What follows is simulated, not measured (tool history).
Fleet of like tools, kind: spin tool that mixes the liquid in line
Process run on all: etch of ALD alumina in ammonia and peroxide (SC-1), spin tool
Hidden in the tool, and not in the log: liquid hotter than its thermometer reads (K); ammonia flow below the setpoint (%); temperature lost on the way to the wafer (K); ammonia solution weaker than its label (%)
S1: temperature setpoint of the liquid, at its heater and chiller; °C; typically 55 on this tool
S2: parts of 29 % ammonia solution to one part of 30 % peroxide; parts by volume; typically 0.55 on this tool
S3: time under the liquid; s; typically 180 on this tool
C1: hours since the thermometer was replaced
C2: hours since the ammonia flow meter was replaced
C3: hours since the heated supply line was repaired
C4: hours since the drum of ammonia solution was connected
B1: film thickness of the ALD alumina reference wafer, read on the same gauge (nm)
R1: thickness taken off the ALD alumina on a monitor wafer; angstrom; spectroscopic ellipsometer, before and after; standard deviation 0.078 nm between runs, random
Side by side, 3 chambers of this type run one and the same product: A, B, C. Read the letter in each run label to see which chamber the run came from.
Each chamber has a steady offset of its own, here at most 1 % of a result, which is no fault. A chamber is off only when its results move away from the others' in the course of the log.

run 1C day=0.092 | S1=55 S2=0.55 S3=180 | C1=743.4 C2=496.1 C3=1800.9 C4=255.9 | B1=59.992 | R1=127.56
run 2A day=0.192 | S1=55 S2=0.55 S3=180 | C1=1042 C2=1546.6 C3=340.4 C4=297.6 | B1=59.994 | R1=127.57
run 3B day=0.342 | S1=55 S2=0.55 S3=180 | C1=713.7 C2=2472.4 C3=899 C4=415.8 | B1=59.948 | R1=128.5
run 4A day=0.479 | S1=55 S2=0.55 S3=180 | C1=1048.9 C2=1553.5 C3=347.3 C4=304.5 | B1=60.014 | R1=127.45
run 5C day=0.604 | S1=55 S2=0.55 S3=180 | C1=755.7 C2=508.4 C3=1813.2 C4=268.2 | B1=59.993 | R1=128.94
run 6B day=0.792 | S1=55 S2=0.55 S3=180 | C1=724.5 C2=2483.2 C3=909.8 C4=426.6 | B1=60.018 | R1=128.91
run 7A day=0.929 | S1=55 S2=0.55 S3=180 | C1=1059.7 C2=1564.3 C3=358.1 C4=315.3 | B1=60.002 | R1=126.91
run 8B day=1.079 | S1=55 S2=0.55 S3=180 | C1=731.4 C2=2490.1 C3=916.7 C4=433.5 | B1=59.993 | R1=130.99
run 9C day=1.196 | S1=63 S2=0.55 S3=255 | C1=769.9 C2=522.6 C3=1827.4 C4=282.4 | B1=60.004 | R1=285.29
run 10B day=1.362 | S1=63 S2=0.55 S3=255 | C1=738.2 C2=2496.9 C3=923.5 C4=440.3 | B1=59.993 | R1=275.45
run 11A day=1.517 | S1=63 S2=0.55 S3=255 | C1=1073.8 C2=1578.4 C3=372.2 C4=329.4 | B1=59.984 | R1=273.87
run 12C day=1.688 | S1=55 S2=0.55 S3=180 | C1=781.7 C2=534.4 C3=1839.2 C4=294.2 | B1=59.981 | R1=131.99
run 13C day=1.875 | S1=55 S2=0.55 S3=180 | C1=786.2 C2=538.9 C3=1843.7 C4=298.7 | B1=60.009 | R1=134.15
run 14B day=2 | S1=55 S2=0.55 S3=180 | C1=753.5 C2=2512.2 C3=938.8 C4=455.6 | B1=59.99 | R1=128.91
run 15A day=2.15 | S1=55 S2=0.55 S3=180 | C1=1089 C2=1593.6 C3=387.4 C4=344.6 | B1=59.964 | R1=127.27
run 16B day=2.238 | S1=55 S2=0.55 S3=180 | C1=759.2 C2=2517.9 C3=944.5 C4=461.3 | B1=60.012 | R1=130.44
-- day=2.312 chamber C: heated supply line repaired
run 17C day=2.338 | S1=55 S2=0.55 S3=250 | C1=797.3 C2=550 C3=0.7 C4=309.8 | B1=60.038 | R1=185.44
run 18A day=2.433 | S1=55 S2=0.55 S3=250 | C1=1095.8 C2=1600.4 C3=394.2 C4=351.4 | B1=60.042 | R1=175.36
-- day=2.467 chamber B: ammonia flow meter replaced
run 19A day=2.588 | S1=55 S2=0.55 S3=250 | C1=1099.5 C2=1604.1 C3=397.9 C4=355.1 | B1=59.986 | R1=176.74
run 20B day=2.7 | S1=55 S2=0.55 S3=180 | C1=770.3 C2=5.6 C3=955.6 C4=472.4 | B1=59.994 | R1=131.03
run 21C day=2.796 | S1=55 S2=0.55 S3=180 | C1=808.3 C2=561 C3=11.7 C4=320.8 | B1=60.016 | R1=136.11

Decide between three cases: one chamber stands off from its peers, the gauge reading all wafers drifts, or nothing is wrong past each chamber's small offset. Where a chamber is off, say which and what most likely put it there.

Chamber C drifts away from the others.
Most likely cause: liquid hotter than its thermometer reads (K) = 1.22.

Which of the 4 candidates below, each the usual settings with something changed and its results left as question marks, puts chamber C back in line with what the other chambers give on the usual settings?
Counts as in line when no further than this from what the other chambers average on the usual settings: R1 2.7 angstrom
run 22C-1 day=2.933 | S1=55.5 S2=0.55 S3=185 | R1=?
run 22C-2 day=2.933 | S1=53 S2=0.55 S3=180 | R1=?
run 22C-3 day=2.933 | S1=56 S2=0.55 S3=190 | R1=?
run 22C-4 day=2.933 | S1=54.5 S2=0.55 S3=175 | R1=?

Usual-settings mean across the other chambers: R1 128.41 angstrom
run=22C-1 R1=143.49
run=22C-2 R1=122.11
run=22C-3 R1=151.36
run=22C-4 R1=128.7
The answer is 22C-4, which returns the chamber to within the allowed miss of the others.
